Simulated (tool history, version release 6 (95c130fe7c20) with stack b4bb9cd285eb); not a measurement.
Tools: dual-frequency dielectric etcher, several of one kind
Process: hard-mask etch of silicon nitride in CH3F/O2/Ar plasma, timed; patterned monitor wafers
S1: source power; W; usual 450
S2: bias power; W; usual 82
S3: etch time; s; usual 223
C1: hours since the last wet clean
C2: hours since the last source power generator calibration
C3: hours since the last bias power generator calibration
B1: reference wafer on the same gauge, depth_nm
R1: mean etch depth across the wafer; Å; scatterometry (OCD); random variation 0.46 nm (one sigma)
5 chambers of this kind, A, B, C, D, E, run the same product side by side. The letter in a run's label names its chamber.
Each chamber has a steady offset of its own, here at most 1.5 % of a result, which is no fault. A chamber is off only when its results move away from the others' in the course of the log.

run,hour,S1,S2,S3,C1,C2,C3,B1,R1
1B,9.2,450,82,223,648.2,582.7,866.4,139,1724.8
2E,16,450,82,223,277.9,2743.1,2343.6,138.93,1716.5
# hour 24.9: chamber B: wet clean of the chamber
3C,25.8,450,82,223,316.5,1192.5,1866.2,139.05,1704.8
4A,32.6,450,82,223,54.5,761,1121.7,139.02,1716.9
5D,39.2,450,82,223,339.3,2293.3,1691,138.95,1733.5
6A,47.5,450,68,194.5,69.4,775.9,1136.6,139.02,1397.8
7B,52.7,450,68,194.5,27.9,626.2,909.9,139.03,1404.1
8D,59.1,450,68,194.5,359.2,2313.2,1710.9,138.97,1408.2
9E,66.5,450,68,194.5,328.4,2793.6,2394.1,138.94,1407
10C,74.9,450,68,194.5,365.6,1241.6,1915.3,139.03,1395
11C,81.5,450,82,223,372.2,1248.2,1921.9,139.16,1703.7
12B,88.7,450,82,223,63.9,662.2,945.9,139.12,1723.1
13E,94.6,450,82,223,356.5,2821.7,2422.2,139.01,1722
# hour 95.6: chamber D: bias power generator calibrated
14D,102.6,450,82,223,402.7,2356.7,7,139.01,1719.9
# hour 112.1: chamber C: wet clean of the chamber
15A,112.3,450,82,223,134.2,840.7,1201.4,139.03,1711.2
16D,118.6,450,82,223,418.7,2372.7,23,139.03,1728.3
17B,123.7,450,82,223,98.9,697.2,980.9,138.89,1726
18C,128.2,450,82,223,16.2,1294.9,1968.6,138.99,1707.2
# hour 128.6: chamber E: wet clean of the chamber
19A,134.3,450,82,223,156.2,862.7,1223.4,138.97,1704.8
20E,140.2,450,82,223,11.7,2867.3,2467.8,139.04,1688.1
21C,148.4,450,82,223,36.4,1315.1,1988.8,138.97,1714.1
22D,157,450,82,223,457.1,2411.1,61.4,139.04,1725.7
23E,163.2,540,82,223,34.7,2890.3,2490.8,139.09,1798.5
24A,167.7,540,82,223,189.6,896.1,1256.8,139.05,1827.4
25B,174.9,540,82,223,150.1,748.4,1032.1,138.94,1836.3
26E,179.5,540,82,223,51,2906.6,2507.1,139.05,1806.5
27A,189.3,540,82,223,211.2,917.7,1278.4,139.01,1838.5
28C,198.7,530,82,223,86.7,1365.4,2039.1,139.13,1818.4
29B,203.6,530,82,223,178.8,777.1,1060.8,139.02,1831.4
30D,208.8,530,82,223,508.9,2462.9,113.2,138.99,1833.2
31B,214.7,530,82,223,189.9,788.2,1071.9,138.95,1829
32A,223,530,82,223,244.9,951.4,1312.1,139.02,1816.2
33C,230.8,450,82,223,118.8,1397.5,2071.2,138.92,1709.6
34E,236.7,450,82,223,108.2,2963.8,2564.3,138.97,1679.3
35D,241.7,450,82,223,541.8,2495.8,146.1,138.92,1726
36D,250.8,450,82,223,550.9,2504.9,155.2,138.96,1732.5
37E,257.8,450,82,223,129.3,2984.9,2585.4,139,1681.5

Next, every chamber runs the same settings. What will each give?
38A,265,450,82,223,,,,,?
38B,265,450,82,223,,,,,?
38C,265,450,82,223,,,,,?
38D,265,450,82,223,,,,,?
38E,265,450,82,223,,,,,?

run,R1
38A,1707.2
38B,1716.7
38C,1702.6
38D,1726.4
38E,1683.5

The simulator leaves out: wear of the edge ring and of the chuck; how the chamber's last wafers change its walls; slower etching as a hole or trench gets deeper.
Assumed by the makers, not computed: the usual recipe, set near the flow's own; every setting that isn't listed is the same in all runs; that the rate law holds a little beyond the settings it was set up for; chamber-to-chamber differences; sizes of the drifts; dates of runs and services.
